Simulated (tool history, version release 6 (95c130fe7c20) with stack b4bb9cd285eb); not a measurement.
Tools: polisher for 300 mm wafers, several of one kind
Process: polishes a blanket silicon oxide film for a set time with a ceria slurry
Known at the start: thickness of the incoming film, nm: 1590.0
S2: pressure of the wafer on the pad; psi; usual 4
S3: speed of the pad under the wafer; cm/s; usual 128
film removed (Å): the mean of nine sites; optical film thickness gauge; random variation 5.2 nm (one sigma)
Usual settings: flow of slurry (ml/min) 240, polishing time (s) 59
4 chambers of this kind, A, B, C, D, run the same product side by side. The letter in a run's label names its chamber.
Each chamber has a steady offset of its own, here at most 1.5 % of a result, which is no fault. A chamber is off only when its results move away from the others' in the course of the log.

run 1A hour=3.5 | flow_of_slurry_(ml/min)=240 S2=4 S3=128 polishing_time_(s)=59 | film_removed_(Å)=3581.8
-- hour=4.8 chamber B: worn pad replaced by a new one
-- hour=7 chamber A: worn pad replaced by a new one
run 2C hour=8.8 | flow_of_slurry_(ml/min)=240 S2=4 S3=128 polishing_time_(s)=59 | film_removed_(Å)=3559.9
run 3B hour=12.7 | flow_of_slurry_(ml/min)=240 S2=4 S3=128 polishing_time_(s)=59 | film_removed_(Å)=3487.9
run 4D hour=18 | flow_of_slurry_(ml/min)=240 S2=4 S3=128 polishing_time_(s)=59 | film_removed_(Å)=3457
run 5D hour=22.8 | flow_of_slurry_(ml/min)=240 S2=4 S3=128 polishing_time_(s)=59 | film_removed_(Å)=3506.6
run 6B hour=28 | flow_of_slurry_(ml/min)=240 S2=5 S3=128 polishing_time_(s)=59 | film_removed_(Å)=4358.6
-- hour=31.3 chamber D: worn pad replaced by a new one
run 7A hour=33.7 | flow_of_slurry_(ml/min)=240 S2=5 S3=128 polishing_time_(s)=59 | film_removed_(Å)=4349
run 8C hour=39.5 | flow_of_slurry_(ml/min)=240 S2=5 S3=128 polishing_time_(s)=59 | film_removed_(Å)=4388.2
run 9D hour=43.4 | flow_of_slurry_(ml/min)=240 S2=5 S3=128 polishing_time_(s)=59 | film_removed_(Å)=4472.4
run 10C hour=47.9 | flow_of_slurry_(ml/min)=240 S2=4 S3=128 polishing_time_(s)=59 | film_removed_(Å)=3374.7
-- hour=53.4 chamber A: worn pad replaced by a new one
run 11A hour=53.7 | flow_of_slurry_(ml/min)=240 S2=4 S3=128 polishing_time_(s)=59 | film_removed_(Å)=3469.4
run 12B hour=56.7 | flow_of_slurry_(ml/min)=240 S2=4 S3=128 polishing_time_(s)=59 | film_removed_(Å)=3602.6
run 13B hour=60.9 | flow_of_slurry_(ml/min)=240 S2=4 S3=128 polishing_time_(s)=59 | film_removed_(Å)=3525.4
run 14A hour=67 | flow_of_slurry_(ml/min)=240 S2=4 S3=128 polishing_time_(s)=59 | film_removed_(Å)=3541.2
-- hour=68.1 chamber B: head pressure recalibrated
run 15C hour=69.8 | flow_of_slurry_(ml/min)=240 S2=4 S3=110 polishing_time_(s)=59 | film_removed_(Å)=2804.1
-- hour=73.5 chamber D: worn pad replaced by a new one
run 16D hour=74.7 | flow_of_slurry_(ml/min)=240 S2=4 S3=110 polishing_time_(s)=59 | film_removed_(Å)=3016.9
run 17C hour=77.5 | flow_of_slurry_(ml/min)=240 S2=4 S3=110 polishing_time_(s)=59 | film_removed_(Å)=2922.1
run 18D hour=82.1 | flow_of_slurry_(ml/min)=240 S2=4 S3=110 polishing_time_(s)=59 | film_removed_(Å)=2927.8
-- hour=83.9 chamber B: worn pad replaced by a new one
run 19B hour=85.6 | flow_of_slurry_(ml/min)=295 S2=2.8 S3=128 polishing_time_(s)=59 | film_removed_(Å)=2534.8
run 20A hour=91.2 | flow_of_slurry_(ml/min)=295 S2=2.8 S3=128 polishing_time_(s)=59 | film_removed_(Å)=2571.9
run 21A hour=95 | flow_of_slurry_(ml/min)=295 S2=2.8 S3=128 polishing_time_(s)=59 | film_removed_(Å)=2519.6
-- hour=100.7 chamber A: worn pad replaced by a new one
run 22B hour=100.9 | flow_of_slurry_(ml/min)=295 S2=2.8 S3=128 polishing_time_(s)=59 | film_removed_(Å)=2560.7
run 23D hour=105.7 | flow_of_slurry_(ml/min)=240 S2=4 S3=128 polishing_time_(s)=59 | film_removed_(Å)=3476.8
-- hour=109.7 chamber D: worn pad replaced by a new one
run 24C hour=111.8 | flow_of_slurry_(ml/min)=240 S2=4 S3=128 polishing_time_(s)=59 | film_removed_(Å)=3143
run 25D hour=116.6 | flow_of_slurry_(ml/min)=240 S2=4 S3=128 polishing_time_(s)=59 | film_removed_(Å)=3545.6
run 26A hour=122.9 | flow_of_slurry_(ml/min)=240 S2=4 S3=128 polishing_time_(s)=59 | film_removed_(Å)=3502.4
run 27B hour=128.6 | flow_of_slurry_(ml/min)=240 S2=4 S3=128 polishing_time_(s)=59 | film_removed_(Å)=3567.1

Next, every chamber runs the same settings. What will each give?
run 28A hour=133.2 | flow_of_slurry_(ml/min)=240 S2=4 S3=162 polishing_time_(s)=59 | film_removed_(Å)=?
run 28B hour=133.2 | flow_of_slurry_(ml/min)=240 S2=4 S3=162 polishing_time_(s)=59 | film_removed_(Å)=?
run 28C hour=133.2 | flow_of_slurry_(ml/min)=240 S2=4 S3=162 polishing_time_(s)=59 | film_removed_(Å)=?
run 28D hour=133.2 | flow_of_slurry_(ml/min)=240 S2=4 S3=162 polishing_time_(s)=59 | film_removed_(Å)=?

run=28A film_removed_(Å)=4430.3
run=28B film_removed_(Å)=4587.4
run=28C film_removed_(Å)=3959.7
run=28D film_removed_(Å)=4441.8
